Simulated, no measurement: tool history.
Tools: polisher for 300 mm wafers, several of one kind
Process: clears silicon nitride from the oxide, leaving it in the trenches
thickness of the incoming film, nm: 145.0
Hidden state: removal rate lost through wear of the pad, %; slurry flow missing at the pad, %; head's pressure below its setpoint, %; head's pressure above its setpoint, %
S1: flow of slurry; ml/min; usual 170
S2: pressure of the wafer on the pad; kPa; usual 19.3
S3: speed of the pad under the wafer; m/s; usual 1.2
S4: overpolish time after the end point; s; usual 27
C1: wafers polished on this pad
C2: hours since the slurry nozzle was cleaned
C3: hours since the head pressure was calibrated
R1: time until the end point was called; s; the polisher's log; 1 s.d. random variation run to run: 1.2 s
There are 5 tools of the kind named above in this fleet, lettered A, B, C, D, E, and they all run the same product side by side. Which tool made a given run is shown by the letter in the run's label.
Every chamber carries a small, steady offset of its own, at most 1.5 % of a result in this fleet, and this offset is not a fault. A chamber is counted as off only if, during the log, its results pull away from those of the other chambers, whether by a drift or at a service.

run	day	S1	S2	S3	S4	C1	C2	C3	R1
1A	0.442	170	19.3	1.2	27	215	230.8	737.3	129.37
# day 0.712: chamber E: worn pad replaced by a new one
2D	0.871	170	19.3	1.2	27	900	244.9	243.4	130.46
# day 1.300: chamber B: worn pad replaced by a new one
3E	1.342	170	19.3	1.2	27	145	634.5	441.7	128.39
# day 1.362: chamber B: slurry nozzle cleaned
# day 1.442: chamber C: worn pad replaced by a new one
4C	1.671	170	19.3	1.2	27	53	137.8	119.7	130.52
5B	2.258	170	19.3	1.2	27	220	21.6	269.5	128.94
# day 2.733: chamber D: worn pad replaced by a new one
6A	2.775	135	19.3	1.2	27	751	286.8	793.3	134.47
7E	3.292	135	19.3	1.2	27	593	681.3	488.5	134.84
8B	3.771	135	19.3	1.2	27	568	57.9	305.8	133.19
# day 4.088: chamber B: worn pad replaced by a new one
9D	4.117	135	19.3	1.2	27	318	322.8	321.3	135.90
10C	4.442	135	19.3	1.2	27	689	204.3	186.2	134.59
# day 4.654: chamber C: worn pad replaced by a new one
11D	4.842	170	19.3	1.2	27	484	340.2	338.7	130.68
12B	5.308	170	19.3	1.2	27	280	94.8	342.7	127.93
# day 5.483: chamber A: worn pad replaced by a new one
13C	5.971	170	19.3	1.2	27	302	241.0	222.9	130.10
# day 6.029: chamber E: worn pad replaced by a new one
14A	6.500	170	19.3	1.2	27	233	376.2	882.7	130.11
# day 6.742: chamber B: worn pad replaced by a new one
15E	7.038	170	19.3	1.2	27	232	771.2	578.4	129.87
# day 7.671: chamber C: worn pad replaced by a new one
16D	7.679	170	19.3	1.2	27	1136	408.3	406.8	130.47
# day 7.988: chamber D: worn pad replaced by a new one
17C	8.100	170	19.3	1.2	27	99	292.1	274.0	128.67
18E	8.538	170	19.3	1.2	27	576	807.2	614.4	128.93
19A	9.200	170	19.3	1.2	27	853	441.0	947.5	129.85
# day 9.625: chamber B: worn pad replaced by a new one
# day 9.667: chamber E: slurry nozzle cleaned
20B	9.692	170	19.3	1.2	27	15	200.0	447.9	129.11
21C	10.354	170	19.3	1.2	27	616	346.2	328.1	129.09
# day 10.625: chamber C: worn pad replaced by a new one
22A	10.908	170	19.3	1.2	27	1246	482.0	988.5	131.03
# day 11.142: chamber A: worn pad replaced by a new one
23B	11.196	170	19.3	1.2	27	361	236.1	484.0	128.22
24D	11.821	170	19.3	1.2	27	880	507.7	506.2	129.93
# day 11.938: chamber E: worn pad replaced by a new one
# day 12.454: chamber B: worn pad replaced by a new one
25E	12.462	170	19.3	1.2	27	120	67.1	708.6	130.22
26A	12.925	170	19.3	1.2	27	409	530.4	1036.9	129.87
# day 13.158: chamber C: worn pad replaced by a new one
27D	13.225	170	19.3	1.2	27	1203	541.4	539.9	127.92
28C	13.767	170	19.3	1.2	27	140	428.1	410.0	130.02
29B	14.367	170	19.3	1.2	27	439	312.2	560.1	126.71
30E	14.679	170	19.3	1.2	27	629	120.3	761.8	129.58

The same settings go to every chamber for the next run, one line per chamber below. Forecast the results for each:
31A	15.154	210	19.3	1.2	27				?
31B	15.154	210	19.3	1.2	27				?
31C	15.154	210	19.3	1.2	27				?
31D	15.154	210	19.3	1.2	27				?
31E	15.154	210	19.3	1.2	27				?

run	R1
31A	126.45
31B	123.77
31C	126.60
31D	128.15
31E	127.31
